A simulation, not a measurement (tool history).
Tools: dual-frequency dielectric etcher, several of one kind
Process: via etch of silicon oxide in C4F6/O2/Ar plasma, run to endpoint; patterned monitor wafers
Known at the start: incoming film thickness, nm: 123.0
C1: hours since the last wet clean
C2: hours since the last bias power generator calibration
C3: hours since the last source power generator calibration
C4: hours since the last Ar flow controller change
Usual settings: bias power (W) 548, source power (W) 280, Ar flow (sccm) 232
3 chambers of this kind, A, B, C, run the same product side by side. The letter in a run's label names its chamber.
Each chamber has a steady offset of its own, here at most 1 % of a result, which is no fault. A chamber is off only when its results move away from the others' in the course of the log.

run 1C day=0.496 | bias_power_(W)=548 source_power_(W)=280 Ar_flow_(sccm)=232 | C1=209 C2=291.6 C3=1892.1 C4=623.4 | endpoint_time_(s)=28.827
run 2B day=0.767 | bias_power_(W)=548 source_power_(W)=280 Ar_flow_(sccm)=232 | C1=137.1 C2=2576.7 C3=3507.5 C4=618.6 | endpoint_time_(s)=29.072
run 3A day=1.125 | bias_power_(W)=548 source_power_(W)=280 Ar_flow_(sccm)=232 | C1=248 C2=631.1 C3=1982.3 C4=2664.2 | endpoint_time_(s)=28.765
run 4A day=1.475 | bias_power_(W)=548 source_power_(W)=280 Ar_flow_(sccm)=232 | C1=256.4 C2=639.5 C3=1990.7 C4=2672.6 | endpoint_time_(s)=28.749
run 5B day=1.971 | bias_power_(W)=548 source_power_(W)=280 Ar_flow_(sccm)=232 | C1=166 C2=2605.6 C3=3536.4 C4=647.5 | endpoint_time_(s)=29.326
run 6C day=2.462 | bias_power_(W)=548 source_power_(W)=280 Ar_flow_(sccm)=232 | C1=256.2 C2=338.8 C3=1939.3 C4=670.6 | endpoint_time_(s)=28.891
run 7A day=2.912 | bias_power_(W)=548 source_power_(W)=280 Ar_flow_(sccm)=232 | C1=290.9 C2=674 C3=2025.2 C4=2707.1 | endpoint_time_(s)=28.988
run 8B day=3.446 | bias_power_(W)=548 source_power_(W)=280 Ar_flow_(sccm)=232 | C1=201.4 C2=2641 C3=3571.8 C4=682.9 | endpoint_time_(s)=29.252
run 9C day=3.754 | bias_power_(W)=548 source_power_(W)=280 Ar_flow_(sccm)=232 | C1=287.2 C2=369.8 C3=1970.3 C4=701.6 | endpoint_time_(s)=28.895
run 10B day=4.112 | bias_power_(W)=423 source_power_(W)=210 Ar_flow_(sccm)=232 | C1=217.4 C2=2657 C3=3587.8 C4=698.9 | endpoint_time_(s)=35.907
run 11A day=4.392 | bias_power_(W)=423 source_power_(W)=210 Ar_flow_(sccm)=232 | C1=326.4 C2=709.5 C3=2060.7 C4=2742.6 | endpoint_time_(s)=35.517
run 12C day=4.858 | bias_power_(W)=423 source_power_(W)=210 Ar_flow_(sccm)=232 | C1=313.7 C2=396.3 C3=1996.8 C4=728.1 | endpoint_time_(s)=35.28
-- day=5.292 chamber C: wet clean of the chamber
run 13B day=5.342 | bias_power_(W)=548 source_power_(W)=280 Ar_flow_(sccm)=274 | C1=246.9 C2=2686.5 C3=3617.3 C4=728.4 | endpoint_time_(s)=29.597
run 14C day=5.758 | bias_power_(W)=548 source_power_(W)=280 Ar_flow_(sccm)=274 | C1=11.2 C2=417.9 C3=2018.4 C4=749.7 | endpoint_time_(s)=28.864
run 15A day=6.129 | bias_power_(W)=548 source_power_(W)=280 Ar_flow_(sccm)=274 | C1=368.1 C2=751.2 C3=2102.4 C4=2784.3 | endpoint_time_(s)=29.514
-- day=6.542 chamber A: wet clean of the chamber
run 16C day=6.638 | bias_power_(W)=423 source_power_(W)=260 Ar_flow_(sccm)=232 | C1=32.3 C2=439 C3=2039.5 C4=770.8 | endpoint_time_(s)=31.848
run 17A day=6.95 | bias_power_(W)=423 source_power_(W)=260 Ar_flow_(sccm)=232 | C1=9.9 C2=770.9 C3=2122.1 C4=2804 | endpoint_time_(s)=32.362
run 18B day=7.454 | bias_power_(W)=423 source_power_(W)=260 Ar_flow_(sccm)=232 | C1=297.6 C2=2737.2 C3=3668 C4=779.1 | endpoint_time_(s)=32.965
run 19A day=7.871 | bias_power_(W)=548 source_power_(W)=280 Ar_flow_(sccm)=232 | C1=32 C2=793 C3=2144.2 C4=2826.1 | endpoint_time_(s)=28.888
run 20C day=8.225 | bias_power_(W)=548 source_power_(W)=280 Ar_flow_(sccm)=232 | C1=70.4 C2=477.1 C3=2077.6 C4=808.9 | endpoint_time_(s)=28.196
run 21B day=8.483 | bias_power_(W)=548 source_power_(W)=280 Ar_flow_(sccm)=232 | C1=322.3 C2=2761.9 C3=3692.7 C4=803.8 | endpoint_time_(s)=29.198
run 22A day=8.821 | bias_power_(W)=548 source_power_(W)=280 Ar_flow_(sccm)=232 | C1=54.8 C2=815.8 C3=2167 C4=2848.9 | endpoint_time_(s)=28.813
run 23C day=9.121 | bias_power_(W)=424 source_power_(W)=230 Ar_flow_(sccm)=232 | C1=91.9 C2=498.6 C3=2099.1 C4=830.4 | endpoint_time_(s)=33.618
run 24B day=9.475 | bias_power_(W)=424 source_power_(W)=230 Ar_flow_(sccm)=232 | C1=346.1 C2=2785.7 C3=3716.5 C4=827.6 | endpoint_time_(s)=34.6
run 25A day=9.75 | bias_power_(W)=424 source_power_(W)=230 Ar_flow_(sccm)=232 | C1=77.1 C2=838.1 C3=2189.3 C4=2871.2 | endpoint_time_(s)=34.222
run 26C day=10.262 | bias_power_(W)=548 source_power_(W)=280 Ar_flow_(sccm)=232 | C1=119.3 C2=526 C3=2126.5 C4=857.8 | endpoint_time_(s)=28.161
run 27B day=10.729 | bias_power_(W)=548 source_power_(W)=340 Ar_flow_(sccm)=189 | C1=376.2 C2=2815.8 C3=3746.6 C4=857.7 | endpoint_time_(s)=26.73
run 28C day=11.192 | bias_power_(W)=548 source_power_(W)=340 Ar_flow_(sccm)=189 | C1=141.6 C2=548.3 C3=2148.8 C4=880.1 | endpoint_time_(s)=25.701
run 29A day=11.642 | bias_power_(W)=548 source_power_(W)=340 Ar_flow_(sccm)=189 | C1=122.5 C2=883.5 C3=2234.7 C4=2916.6 | endpoint_time_(s)=26.208
run 30B day=11.979 | bias_power_(W)=548 source_power_(W)=280 Ar_flow_(sccm)=232 | C1=406.2 C2=2845.8 C3=3776.6 C4=887.7 | endpoint_time_(s)=29.185
run 31A day=12.446 | bias_power_(W)=548 source_power_(W)=280 Ar_flow_(sccm)=232 | C1=141.8 C2=902.8 C3=2254 C4=2935.9 | endpoint_time_(s)=28.728

Next, every chamber runs the same settings. What will each give?
run 32A day=12.829 | bias_power_(W)=470 source_power_(W)=280 Ar_flow_(sccm)=232 | endpoint_time_(s)=?
run 32B day=12.829 | bias_power_(W)=470 source_power_(W)=280 Ar_flow_(sccm)=232 | endpoint_time_(s)=?
run 32C day=12.829 | bias_power_(W)=470 source_power_(W)=280 Ar_flow_(sccm)=232 | endpoint_time_(s)=?

run=32A endpoint_time_(s)=30.469
run=32B endpoint_time_(s)=31.057
run=32C endpoint_time_(s)=29.833

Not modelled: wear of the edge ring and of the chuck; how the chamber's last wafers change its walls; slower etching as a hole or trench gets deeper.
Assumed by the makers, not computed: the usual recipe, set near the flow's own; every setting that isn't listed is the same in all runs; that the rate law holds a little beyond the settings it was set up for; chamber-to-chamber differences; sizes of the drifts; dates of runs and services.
